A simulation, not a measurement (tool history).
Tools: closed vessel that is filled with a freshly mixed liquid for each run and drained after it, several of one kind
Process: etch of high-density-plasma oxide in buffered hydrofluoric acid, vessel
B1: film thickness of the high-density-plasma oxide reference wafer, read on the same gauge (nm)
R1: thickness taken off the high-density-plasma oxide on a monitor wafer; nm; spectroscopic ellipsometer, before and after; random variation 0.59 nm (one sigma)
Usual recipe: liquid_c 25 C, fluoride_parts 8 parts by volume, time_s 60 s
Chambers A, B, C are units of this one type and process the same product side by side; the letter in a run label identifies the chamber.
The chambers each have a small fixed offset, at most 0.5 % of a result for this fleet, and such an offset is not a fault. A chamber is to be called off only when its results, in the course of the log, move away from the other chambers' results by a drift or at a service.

Run 1C, hour 9.4: usual settings; B1 69.936. Result: R1 109.64 nm.
Run 2B, hour 15.3: usual settings; B1 70.031. Result: R1 109.07 nm.
Run 3A, hour 22.5: usual settings; B1 70.005. Result: R1 109.41 nm.
Run 4C, hour 27.4: usual settings; B1 70.035. Result: R1 108.56 nm.
Run 5B, hour 34.8: usual settings; B1 70.021. Result: R1 109.18 nm.
Run 6A, hour 39.7: usual settings but fluoride_parts 6 parts by volume; B1 70.063. Result: R1 144.13 nm.
Run 7B, hour 49.7: usual settings but fluoride_parts 6 parts by volume; B1 69.983. Result: R1 144.51 nm.
Run 8C, hour 58.7: usual settings but fluoride_parts 6 parts by volume; B1 69.956. Result: R1 144.96 nm.
Run 9A, hour 64.8: usual settings; B1 69.994. Result: R1 109.36 nm.
Run 10C, hour 70: usual settings; B1 69.955. Result: R1 109.28 nm.
Run 11A, hour 78: usual settings; B1 69.961. Result: R1 109.74 nm.
Run 12B, hour 87.9: usual settings but time_s 40 s; B1 69.996. Result: R1 73.048 nm.
Run 13C, hour 96.2: usual settings but time_s 40 s; B1 69.98. Result: R1 73.325 nm.
Run 14A, hour 101.2: usual settings but time_s 40 s; B1 69.933. Result: R1 73.153 nm.
Run 15B, hour 106.1: usual settings but time_s 85 s; B1 69.975. Result: R1 154.22 nm.
Run 16B, hour 115: usual settings but time_s 85 s; B1 70.031. Result: R1 155.68 nm.
Run 17C, hour 122: usual settings but time_s 85 s; B1 70.002. Result: R1 155.23 nm.
Run 18A, hour 131.6: usual settings; B1 69.996. Result: R1 107.74 nm.
Run 19C, hour 140.8: usual settings; B1 70.042. Result: R1 109.67 nm.
Run 20A, hour 150: usual settings; B1 69.96. Result: R1 109.1 nm.
Run 21B, hour 156.4: usual settings; B1 69.998. Result: R1 108.03 nm.
Run 22B, hour 166.4: usual settings; B1 70.01. Result: R1 109.5 nm.
Run 23A, hour 176.1: usual settings; B1 69.975. Result: R1 110.54 nm.
Run 24C, hour 185.8: usual settings; B1 70.003. Result: R1 110.91 nm.
Run 25A, hour 195.4: usual settings; B1 69.999. Result: R1 109.52 nm.
Run 26B, hour 204.6: usual settings but liquid_c 30 C, time_s 95 s; B1 69.978. Result: R1 226.56 nm.
Run 27C, hour 211.9: usual settings but liquid_c 30 C, time_s 95 s; B1 70.043. Result: R1 227.79 nm.
Run 28C, hour 222.3: usual settings but liquid_c 30 C, time_s 95 s; B1 69.998. Result: R1 226.51 nm.
Run 29A, hour 232.2: usual settings; B1 70.032. Result: R1 109.28 nm.
Run 30B, hour 242.3: usual settings; B1 69.979. Result: R1 109.45 nm.
Run 31C, hour 248.9: usual settings; B1 69.98. Result: R1 110.88 nm.
Run 32A, hour 257.4: usual settings but fluoride_parts 6 parts by volume, time_s 80 s; B1 70.037. Result: R1 190.17 nm.
Run 33B, hour 268.2: usual settings but fluoride_parts 6 parts by volume, time_s 80 s; B1 69.981. Result: R1 193.26 nm.
Run 34C, hour 277: usual settings but fluoride_parts 6 parts by volume, time_s 80 s; B1 69.984. Result: R1 191.25 nm.
Run 35B, hour 281.9: usual settings; B1 69.992. Result: R1 110.46 nm.
Run 36A, hour 286.9: usual settings; B1 70.01. Result: R1 110 nm.
Run 37A, hour 294.7: usual settings but liquid_c 27.5 C, time_s 35 s; B1 69.971. Result: R1 73.19 nm.
Run 38B, hour 302: usual settings but liquid_c 27.5 C, time_s 35 s; B1 69.974. Result: R1 73.494 nm.

What goes on in this fleet: one chamber off, a drifting gauge, or nothing beyond the chambers' own small offsets? Name the chamber and the cause, if any.

All chambers stay in line apart from their small fixed offsets, and the gauge does not drift.
